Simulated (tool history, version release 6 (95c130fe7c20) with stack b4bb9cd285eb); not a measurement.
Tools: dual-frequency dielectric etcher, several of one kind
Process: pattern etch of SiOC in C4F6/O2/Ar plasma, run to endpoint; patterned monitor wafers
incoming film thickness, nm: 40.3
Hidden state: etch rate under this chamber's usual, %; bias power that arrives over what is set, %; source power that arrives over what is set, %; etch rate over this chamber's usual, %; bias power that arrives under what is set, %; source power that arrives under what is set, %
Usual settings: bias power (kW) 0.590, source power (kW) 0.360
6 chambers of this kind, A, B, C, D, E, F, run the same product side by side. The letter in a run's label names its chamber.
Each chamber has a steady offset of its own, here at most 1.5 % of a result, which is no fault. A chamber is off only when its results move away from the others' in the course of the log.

run,hour,bias power (kW),source power (kW),hours since the last wet clean,hours since the last bias power generator calibration,hours since the last source power generator calibration,endpoint time (s)
1A,3.0,0.590,0.360,93.6,119.6,797.2,13.361
2F,8.5,0.590,0.360,224.3,1946.6,1907.9,13.187
3C,13.8,0.590,0.360,413.1,1769.9,2572.4,13.261
4B,16.5,0.590,0.360,81.6,2564.4,184.8,13.461
5E,22.4,0.590,0.360,163.4,843.3,482.2,13.133
6D,27.8,0.590,0.360,415.0,1357.6,3250.9,13.112
7D,33.7,0.688,0.330,420.9,1363.5,3256.8,12.875
8A,37.7,0.688,0.330,128.3,154.3,831.9,12.924
9F,41.5,0.688,0.330,257.3,1979.6,1940.9,12.735
10E,45.2,0.688,0.330,186.2,866.1,505.0,12.851
11C,48.4,0.688,0.330,447.7,1804.5,2607.0,12.929
12B,51.8,0.688,0.330,116.9,2599.7,220.1,13.040
13A,54.6,0.590,0.360,145.2,171.2,848.8,13.523
14D,59.3,0.590,0.360,446.5,1389.1,3282.4,13.091
15F,62.9,0.590,0.360,278.7,2001.0,1962.3,13.112
16E,67.7,0.590,0.360,208.7,888.6,527.5,13.352
# hour 70.1: chamber D: bias power generator calibrated
17B,73.2,0.590,0.360,138.3,2621.1,241.5,13.470
18C,78.1,0.590,0.360,477.4,1834.2,2636.7,13.325
19A,83.3,0.590,0.360,173.9,199.9,877.5,13.455
20D,88.6,0.590,0.360,475.8,18.5,3311.7,13.039
21B,92.8,0.590,0.360,157.9,2640.7,261.1,13.367
22F,95.9,0.590,0.360,311.7,2034.0,1995.3,13.135
23E,99.3,0.590,0.360,240.3,920.2,559.1,13.350
24C,103.6,0.590,0.360,502.9,1859.7,2662.2,13.268
25A,107.8,0.590,0.360,198.4,224.4,902.0,13.353
26F,111.4,0.590,0.360,327.2,2049.5,2010.8,13.244
27E,114.0,0.590,0.360,255.0,934.9,573.8,13.210
28C,119.2,0.590,0.360,518.5,1875.3,2677.8,13.269
# hour 122.8: chamber C: wet clean of the chamber
29B,124.3,0.590,0.360,189.4,2672.2,292.6,13.444
30D,129.6,0.590,0.360,516.8,59.5,3352.7,13.152
# hour 132.1: chamber D: wet clean of the chamber
31D,132.9,0.650,0.420,0.9,62.8,3356.0,12.027
32F,136.8,0.650,0.420,352.6,2074.9,2036.2,12.039
33A,140.9,0.650,0.420,231.5,257.5,935.1,12.148
34E,144.4,0.650,0.420,285.4,965.3,604.2,12.140
35B,149.7,0.650,0.420,214.8,2697.6,318.0,12.163
36C,154.8,0.650,0.420,32.0,1910.9,2713.4,12.116
37C,158.9,0.590,0.360,36.1,1915.0,2717.5,13.152
38B,163.8,0.590,0.360,228.9,2711.7,332.1,13.326
39F,168.4,0.590,0.360,384.2,2106.5,2067.8,13.245
40D,173.7,0.445,0.360,41.7,103.6,3396.8,14.600
41E,179.3,0.445,0.360,320.3,1000.2,639.1,14.702
42A,182.8,0.445,0.360,273.4,299.4,977.0,14.931

Is one chamber off against the others, does the gauge drift, or is nothing wrong? If a chamber is off, say which, and what the likeliest cause is.

No chamber stands off beyond its own small offset, and the gauge holds steady.

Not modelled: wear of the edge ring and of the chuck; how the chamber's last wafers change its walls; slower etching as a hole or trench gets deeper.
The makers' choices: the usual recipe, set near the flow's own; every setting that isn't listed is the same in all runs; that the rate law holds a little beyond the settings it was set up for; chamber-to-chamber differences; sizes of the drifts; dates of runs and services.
